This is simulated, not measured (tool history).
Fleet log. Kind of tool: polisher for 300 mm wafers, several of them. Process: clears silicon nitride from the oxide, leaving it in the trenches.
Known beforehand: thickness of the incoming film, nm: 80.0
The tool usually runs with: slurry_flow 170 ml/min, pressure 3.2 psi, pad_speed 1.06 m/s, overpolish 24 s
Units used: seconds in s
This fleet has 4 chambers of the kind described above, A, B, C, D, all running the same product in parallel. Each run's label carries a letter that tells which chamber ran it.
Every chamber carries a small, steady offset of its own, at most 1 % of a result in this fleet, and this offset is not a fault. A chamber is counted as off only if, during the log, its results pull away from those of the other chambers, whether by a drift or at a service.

run 1D hour=4.6 | slurry_flow=170 pressure=3.2 pad_speed=1.06 overpolish=24 | seconds=64.132
run 2B hour=12.6 | slurry_flow=170 pressure=3.2 pad_speed=1.06 overpolish=24 | seconds=66.641
run 3A hour=18.8 | slurry_flow=170 pressure=3.2 pad_speed=1.06 overpolish=24 | seconds=63.27
-- hour=22.7 chamber D: slurry nozzle cleaned
run 4C hour=23.9 | slurry_flow=170 pressure=3.2 pad_speed=1.06 overpolish=24 | seconds=64.106
run 5B hour=28.1 | slurry_flow=170 pressure=3.2 pad_speed=1.06 overpolish=24 | seconds=67.081
run 6A hour=35.2 | slurry_flow=170 pressure=3.2 pad_speed=1.06 overpolish=24 | seconds=64.908
run 7C hour=41.1 | slurry_flow=170 pressure=3.2 pad_speed=1.06 overpolish=24 | seconds=63.87
-- hour=43.9 chamber C: worn pad replaced by a new one
run 8D hour=47.5 | slurry_flow=190 pressure=2.4 pad_speed=1.06 overpolish=24 | seconds=86.336
-- hour=50.3 chamber A: worn pad replaced by a new one
-- hour=51.3 chamber B: worn pad replaced by a new one
run 9A hour=53.3 | slurry_flow=190 pressure=2.4 pad_speed=1.06 overpolish=24 | seconds=86.699
run 10C hour=57 | slurry_flow=190 pressure=2.4 pad_speed=1.06 overpolish=24 | seconds=84.109
-- hour=62 chamber C: slurry nozzle cleaned
run 11D hour=64.7 | slurry_flow=190 pressure=2.4 pad_speed=1.06 overpolish=24 | seconds=86.685
run 12B hour=71.5 | slurry_flow=170 pressure=3.2 pad_speed=1.06 overpolish=24 | seconds=63.571
run 13C hour=77.1 | slurry_flow=170 pressure=3.2 pad_speed=1.06 overpolish=24 | seconds=65.24
run 14A hour=81.3 | slurry_flow=170 pressure=3.2 pad_speed=1.06 overpolish=24 | seconds=63.941
-- hour=84 chamber B: slurry nozzle cleaned
run 15D hour=86.9 | slurry_flow=170 pressure=3.2 pad_speed=1.06 overpolish=24 | seconds=66.619
run 16B hour=94.6 | slurry_flow=170 pressure=3.2 pad_speed=1.06 overpolish=24 | seconds=63.222
run 17A hour=98.5 | slurry_flow=170 pressure=3.2 pad_speed=1.06 overpolish=24 | seconds=63.897
run 18C hour=103.1 | slurry_flow=170 pressure=3.2 pad_speed=1.06 overpolish=24 | seconds=64.661
run 19D hour=106.9 | slurry_flow=170 pressure=3.2 pad_speed=1.06 overpolish=24 | seconds=68.806
run 20B hour=114.7 | slurry_flow=170 pressure=3.2 pad_speed=1.06 overpolish=24 | seconds=63.01
run 21D hour=119.7 | slurry_flow=170 pressure=3.2 pad_speed=1.06 overpolish=24 | seconds=70.553
-- hour=120.2 chamber B: worn pad replaced by a new one
-- hour=121 chamber C: worn pad replaced by a new one
-- hour=122.6 chamber D: head pressure recalibrated
run 22B hour=125.4 | slurry_flow=170 pressure=3.2 pad_speed=1.06 overpolish=24 | seconds=65.08
run 23A hour=131.5 | slurry_flow=170 pressure=3.2 pad_speed=0.72 overpolish=35 | seconds=92.656
run 24C hour=135.6 | slurry_flow=170 pressure=3.2 pad_speed=0.72 overpolish=35 | seconds=94.269
run 25D hour=142.2 | slurry_flow=170 pressure=3.2 pad_speed=0.72 overpolish=35 | seconds=104.42
run 26C hour=147.4 | slurry_flow=170 pressure=3.2 pad_speed=0.72 overpolish=35 | seconds=95.147

Does one chamber stand apart from the rest, does the shared gauge drift, or is all well apart from small per-chamber offsets? Give the chamber and the most likely cause, where there is one.

It is chamber D that slowly wanders off from its peers.
Most likely cause: removal rate lost through wear of the pad, % = 11.6.
The log may not tell that from: slurry flow missing at the pad, %.

Chamber D could run next with any of the 4 candidate recipes listed below; each alters the usual settings, and their results appear as question marks. Which one brings its results back in line with what the other chambers deliver on the usual settings?
In line here means within this much of the mean the other chambers give on the usual settings: seconds 4 s
run 27D-1 hour=153.1 | slurry_flow=170 pressure=2.8 pad_speed=1.06 overpolish=24 | seconds=?
run 27D-2 hour=153.1 | slurry_flow=175 pressure=3.2 pad_speed=1.18 overpolish=24 | seconds=?
run 27D-3 hour=153.1 | slurry_flow=165 pressure=2.8 pad_speed=0.94 overpolish=24 | seconds=?
run 27D-4 hour=153.1 | slurry_flow=175 pressure=3.6 pad_speed=1.18 overpolish=24 | seconds=?

On the usual settings, the other chambers give on average: seconds 63.734 s
run=27D-1 seconds=82.762
run=27D-2 seconds=64.793
run=27D-3 seconds=93.907
run=27D-4 seconds=57.668
The answer is 27D-2, which returns the chamber to within the allowed miss of the others.
